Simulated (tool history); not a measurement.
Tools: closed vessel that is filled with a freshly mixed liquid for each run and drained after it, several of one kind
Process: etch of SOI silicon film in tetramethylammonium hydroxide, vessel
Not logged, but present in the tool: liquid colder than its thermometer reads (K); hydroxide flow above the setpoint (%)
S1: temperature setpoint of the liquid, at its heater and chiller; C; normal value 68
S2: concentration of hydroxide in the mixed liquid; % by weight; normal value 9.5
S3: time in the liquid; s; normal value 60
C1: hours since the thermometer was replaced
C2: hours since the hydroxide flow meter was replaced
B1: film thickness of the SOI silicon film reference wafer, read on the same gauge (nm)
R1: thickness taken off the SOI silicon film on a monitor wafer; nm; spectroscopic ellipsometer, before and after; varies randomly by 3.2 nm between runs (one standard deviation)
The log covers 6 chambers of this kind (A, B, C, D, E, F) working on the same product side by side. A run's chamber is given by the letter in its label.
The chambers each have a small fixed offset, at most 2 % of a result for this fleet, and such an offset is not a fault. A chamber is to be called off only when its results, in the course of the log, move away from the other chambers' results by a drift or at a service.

Run 1E, day 0.362: usual settings; C1 253.6; C2 729.6; B1 120. Result: R1 381.65 nm.
Run 2A, day 0.725: usual settings; C1 1997.2; C2 933.8; B1 120. Result: R1 391.52 nm.
Run 3C, day 1.304: usual settings; C1 278.9; C2 320.9; B1 119.98. Result: R1 400.35 nm.
Run 4D, day 1.783: usual settings; C1 501.1; C2 457; B1 120. Result: R1 381.85 nm.
Run 5B, day 2.421: usual settings; C1 802.8; C2 198.5; B1 119.96. Result: R1 388.47 nm.
At day 2.571: chamber D: hydroxide flow meter replaced.
Run 6F, day 2.908: usual settings; C1 848.1; C2 392.8; B1 119.99. Result: R1 386.96 nm.
Run 7F, day 3.379: usual settings but S1 63.5 C, S3 40 s; C1 859.4; C2 404.1; B1 120.06. Result: R1 191.89 nm.
Run 8D, day 3.825: usual settings but S1 63.5 C, S3 40 s; C1 550.1; C2 30.2; B1 119.98. Result: R1 197.46 nm.
Run 9A, day 4.183: usual settings but S1 63.5 C, S3 40 s; C1 2080.2; C2 1016.8; B1 120.02. Result: R1 200.07 nm.
At day 4.525: chamber A: hydroxide flow meter replaced.
Run 10E, day 4.662: usual settings but S1 63.5 C, S3 40 s; C1 356.8; C2 832.8; B1 119.94. Result: R1 196.7 nm.
Run 11C, day 4.967: usual settings but S1 63.5 C, S3 40 s; C1 366.8; C2 408.8; B1 120.01. Result: R1 196.34 nm.
Run 12B, day 5.517: usual settings but S1 63.5 C, S3 40 s; C1 877.1; C2 272.8; B1 120. Result: R1 198.83 nm.
Run 13D, day 5.846: usual settings; C1 598.6; C2 78.7; B1 120.03. Result: R1 388.65 nm.
Run 14F, day 6.308: usual settings; C1 929.7; C2 474.4; B1 120.01. Result: R1 381.88 nm.
Run 15C, day 6.767: usual settings; C1 410; C2 452; B1 120. Result: R1 382.3 nm.
Run 16E, day 7.158: usual settings but S1 63.5 C, S3 30 s; C1 416.7; C2 892.7; B1 120.01. Result: R1 146.54 nm.
Run 17A, day 7.525: usual settings but S1 63.5 C, S3 30 s; C1 2160.4; C2 72.1; B1 119.95. Result: R1 148.34 nm.
Run 18B, day 7.938: usual settings but S1 63.5 C, S3 30 s; C1 935.2; C2 330.9; B1 120.08. Result: R1 148.6 nm.
Run 19E, day 8.383: usual settings but S1 63.5 C, S3 30 s; C1 446.1; C2 922.1; B1 120. Result: R1 147.36 nm.
Run 20A, day 8.971: usual settings but S1 63.5 C, S3 30 s; C1 2195.1; C2 106.8; B1 120. Result: R1 147.66 nm.
At day 9.196: chamber E: hydroxide flow meter replaced.
Run 21F, day 9.267: usual settings but S1 63.5 C, S3 30 s; C1 1000.7; C2 545.4; B1 119.95. Result: R1 147.5 nm.
Run 22B, day 9.854: usual settings; C1 981.2; C2 376.9; B1 120.04. Result: R1 385.13 nm.
Run 23D, day 10.35: usual settings but S3 85 s; C1 706.7; C2 186.8; B1 120.01. Result: R1 547.11 nm.
Run 24C, day 10.808: usual settings but S3 85 s; C1 507; C2 549; B1 120. Result: R1 533.09 nm.
Run 25C, day 11.242: usual settings but S3 85 s; C1 517.4; C2 559.4; B1 120. Result: R1 534.58 nm.
At day 11.475: chamber F: hydroxide flow meter replaced.
Run 26E, day 11.725: usual settings but S3 85 s; C1 526.3; C2 60.7; B1 119.98. Result: R1 537.12 nm.
At day 12.008: chamber A: thermometer replaced.
Run 27A, day 12.175: usual settings but S3 85 s; C1 4.1; C2 183.7; B1 120. Result: R1 563.74 nm.
Run 28B, day 12.467: usual settings but S3 85 s; C1 1043.9; C2 439.6; B1 120.06. Result: R1 552.47 nm.
At day 12.8: chamber F: thermometer replaced.
At day 12.854: chamber E: thermometer replaced.
Run 29F, day 12.908: usual settings but S1 71.5 C, S2 10.5 % by weight; C1 2.7; C2 34.5; B1 120.02. Result: R1 458.72 nm.
Run 30D, day 13.433: usual settings but S1 71.5 C, S2 10.5 % by weight; C1 780.7; C2 260.8; B1 120.01. Result: R1 462.26 nm.
Run 31D, day 13.829: usual settings but S1 71.5 C, S2 10.5 % by weight; C1 790.2; C2 270.3; B1 119.98. Result: R1 459.5 nm.
Run 32B, day 14.483: usual settings but S1 71.5 C, S2 10.5 % by weight; C1 1092.3; C2 488; B1 120.02. Result: R1 462.54 nm.
Run 33E, day 15.112: usual settings but S1 71.5 C, S2 10.5 % by weight; C1 54.2; C2 142; B1 120. Result: R1 451.97 nm.
Run 34A, day 15.425: usual settings but S1 71.5 C, S2 10.5 % by weight; C1 82.1; C2 261.7; B1 120.03. Result: R1 469.99 nm.
Run 35F, day 15.738: usual settings; C1 70.6; C2 102.4; B1 119.94. Result: R1 389.45 nm.
Run 36C, day 16.15: usual settings; C1 635.2; C2 677.2; B1 120. Result: R1 359.29 nm.
Run 37C, day 16.788: usual settings; C1 650.5; C2 692.5; B1 119.96. Result: R1 357.91 nm.
Run 38D, day 17.204: usual settings; C1 871.2; C2 351.3; B1 119.99. Result: R1 384.31 nm.
Run 39F, day 17.829: usual settings; C1 120.8; C2 152.6; B1 120.01. Result: R1 383.66 nm.
Run 40E, day 18.221: usual settings; C1 128.8; C2 216.6; B1 120.01. Result: R1 384.2 nm.
Run 41B, day 18.75: usual settings; C1 1194.7; C2 590.4; B1 119.98. Result: R1 388.14 nm.

Next, all 6 chambers run the settings below, one line each with question marks for the results. What does each chamber give?
Run 42A, day 19.221: usual settings. Result: R1 ?.
Run 42B, day 19.221: usual settings. Result: R1 ?.
Run 42C, day 19.221: usual settings. Result: R1 ?.
Run 42D, day 19.221: usual settings. Result: R1 ?.
Run 42E, day 19.221: usual settings. Result: R1 ?.
Run 42F, day 19.221: usual settings. Result: R1 ?.

run      R1
42A  388.05
42B  384.81
42C   357.9
42D  388.57
42E  385.94
42F  385.51
